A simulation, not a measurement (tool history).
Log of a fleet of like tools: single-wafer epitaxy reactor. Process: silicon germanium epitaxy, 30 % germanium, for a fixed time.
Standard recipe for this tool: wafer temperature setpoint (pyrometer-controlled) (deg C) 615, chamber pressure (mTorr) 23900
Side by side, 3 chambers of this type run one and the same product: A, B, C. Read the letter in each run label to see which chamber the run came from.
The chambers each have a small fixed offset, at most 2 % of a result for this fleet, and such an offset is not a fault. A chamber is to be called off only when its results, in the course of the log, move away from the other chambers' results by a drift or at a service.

run	day	wafer temperature setpoint (pyrometer-controlled) (deg C)	chamber pressure (mTorr)	read-back reference wafer on the same gauge, thickness_nm	mean film thickness on the monitor wafer (angstrom)
1A	0.567	615	23900	84.188	836.07
2B	1.221	615	23900	84.168	829.53
3C	1.679	615	23900	84.183	843.93
4A	2.012	615	23900	84.258	834.42
5C	2.575	615	23900	84.19	841.68
6B	3.167	615	23900	84.172	830.33
7B	3.767	626	21800	84.192	974.86
8C	4.379	626	21800	84.198	980.32
9A	4.708	626	21800	84.224	975.04
10A	5.179	615	23900	84.146	835.96
11C	5.571	615	23900	84.237	848.47
12B	6.183	623	23900	84.216	957.08
13A	6.783	623	23900	84.248	961.38
14C	7.383	623	23900	84.224	968.45
15B	7.871	601	20100	84.175	598.11
16C	8.4	601	20100	84.171	612.37
17A	8.85	601	20100	84.194	609.33
18B	9.175	615	23900	84.192	831.96
19C	9.662	615	23900	84.187	844.07
20B	10.179	615	23900	84.156	828.86
21A	10.546	615	23900	84.204	835.38
22A	10.925	615	23900	84.171	832.19
23C	11.321	615	23900	84.18	842.35
24B	11.796	615	23900	84.23	827.87
25C	12.325	615	23900	84.21	844.67
26B	12.867	615	23900	84.187	830.72
27A	13.471	602	23900	84.21	661.77
28C	13.892	602	23900	84.199	670.39
29A	14.446	602	23900	84.232	663.83
30B	14.979	615	23900	84.19	830.27
31B	15.4	615	23900	84.169	831.6
32A	15.85	615	23900	84.213	835.99
33C	16.404	615	23900	84.205	847.17
34C	16.829	615	23900	84.147	843.64
35B	17.342	615	23900	84.192	831.35
36A	17.746	615	23900	84.203	835.34
37A	18.325	615	23900	84.2	834.68
38B	18.958	615	23900	84.197	829.13
39C	19.479	615	23900	84.174	848.1

Read the log: is a single chamber off, either drifting away or since a service, is the gauge that measures every chamber drifting, or is nothing wrong beyond small per-chamber offsets? Name any odd chamber and what most likely caused it.

Beyond each chamber's small constant offset nothing stands out, and the gauge stays steady.
